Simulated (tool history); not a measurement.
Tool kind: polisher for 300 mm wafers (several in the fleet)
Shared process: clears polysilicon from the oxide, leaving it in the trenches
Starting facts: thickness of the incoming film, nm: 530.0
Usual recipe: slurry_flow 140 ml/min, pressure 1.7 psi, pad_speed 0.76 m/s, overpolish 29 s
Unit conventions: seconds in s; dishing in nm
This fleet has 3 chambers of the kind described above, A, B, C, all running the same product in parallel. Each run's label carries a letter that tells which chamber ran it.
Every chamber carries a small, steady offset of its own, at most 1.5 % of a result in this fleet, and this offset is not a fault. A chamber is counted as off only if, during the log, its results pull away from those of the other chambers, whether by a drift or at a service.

run   hour  slurry_flow  pressure  pad_speed  overpolish  wafers polished on this pad  hours since the slurry nozzle was cleaned  hours since the head pressure was calibrated  seconds  dishing
 1C      3          140       1.7       0.76          29                          532                                        157                                         139.2   72.397   57.892
 2B    7.6          140       1.7       0.76          29                          505                                       77.3                                         560.7   73.687   57.814
 3A     10          140       1.7       0.76          29                          675                                      100.4                                           285   74.142   54.578
 4A   13.1          140       1.7       0.76          29                          712                                      103.5                                         288.1   74.334   56.123
 5B   17.4          140       1.7       0.76          29                          623                                       87.1                                         570.5   72.667   55.248
 6C     22          165       1.7       0.76          14                          760                                        176                                         158.2   71.538   49.596
 7A   25.8          165       1.7       0.76          14                          864                                      116.2                                         300.8   74.537   48.141
 8C   28.3          165       1.7       0.76          14                          835                                      182.3                                         164.5   71.669   49.705
 9B   31.2          140       1.7       0.76          29                          788                                      100.9                                         584.3   73.153   55.054
      33.7  -- chamber B: head pressure recalibrated
10A   33.7          140       1.7       0.76          29                          959                                      124.1                                         308.7   74.464   54.532
11B   38.4          140       1.7       0.76          29                          874                                      108.1                                           4.8   73.137    54.84
12C     41          140       1.7          1          17                          987                                        195                                         177.2   57.162   54.592
13B   43.5          140       1.7          1          17                          935                                      113.2                                           9.9   54.897    53.63
14A   46.9          140       1.7          1          17                         1117                                      137.3                                         321.9   57.041   54.706
15C   50.2          140       1.7       0.76          29                         1097                                      204.2                                         186.4   74.481   55.724
16C   52.8          140       1.7       0.76          29                         1129                                      206.8                                           189   75.281   54.685
17A   55.2          140       1.7       0.76          29                         1216                                      145.6                                         330.2    73.16   56.178
18B     59          140       1.7       0.76          29                         1121                                      128.7                                          25.4   73.513   57.543
19B   63.1          140       1.7       0.76          29                         1170                                      132.8                                          29.5   72.832   55.038
      64.2  -- chamber A: worn pad replaced by a new one
20A   66.1          140       1.7       0.76          29                           23                                      156.5                                         341.1   75.996   55.888
21C   69.6          140       1.7       0.76          29                         1330                                      223.6                                         205.8   73.434   55.441
22A   73.2          140       1.7       0.76          29                          108                                      163.6                                         348.2   75.235   57.822
23B   76.9          140       1.7       0.76          29                         1336                                      146.6                                          43.3   74.147   56.147
      77.7  -- chamber B: worn pad replaced by a new one
      78.2  -- chamber C: worn pad replaced by a new one
24C     79          190       1.5       0.76          29                           10                                        233                                         215.2   79.752   54.115
25B   83.6          190       1.5       0.76          29                           70                                      153.3                                            50   79.347   56.006
26C   86.2          190       1.5       0.76          29                           96                                      240.2                                         222.4   80.732   55.566
27A   88.3          140       1.7       0.76          29                          289                                      178.7                                         363.3   73.532   54.675
28B   92.5          140       1.7       0.76          29                          177                                      162.2                                          58.9   73.313   56.195
29A   96.3          140       1.7       0.76          29                          385                                      186.7                                         371.3   74.096   55.266
30C    100          140       1.7       0.76          29                          261                                        254                                         236.2   73.127   53.735
31C  102.9          140       1.7       0.76          29                          296                                      256.9                                         239.1   73.164   54.083
32A  107.3          140       1.7       0.76          29                          517                                      197.7                                         382.3   74.095   58.031
33B  109.9          140       1.7       0.76          29                          385                                      179.6                                          76.3   73.145   56.826
34A  112.3          140       1.7       0.76          29                          577                                      202.7                                         387.3   73.451   54.573
35B  116.8          140       1.7       0.76          29                          468                                      186.5                                          83.2   73.624   54.423
36C  119.1          140       1.7       0.76          14                          490                                      273.1                                         255.3   73.503   47.132

Next, every chamber runs the same settings. What will each give?
37A  122.7          140       1.7       0.76          29                                                                                                                              ?        ?
37B  122.7          140       1.7       0.76          29                                                                                                                              ?        ?
37C  122.7          140       1.7       0.76          29                                                                                                                              ?        ?

run  seconds  dishing
37A    74.13   56.071
37B   73.319   54.533
37C   73.856   57.601
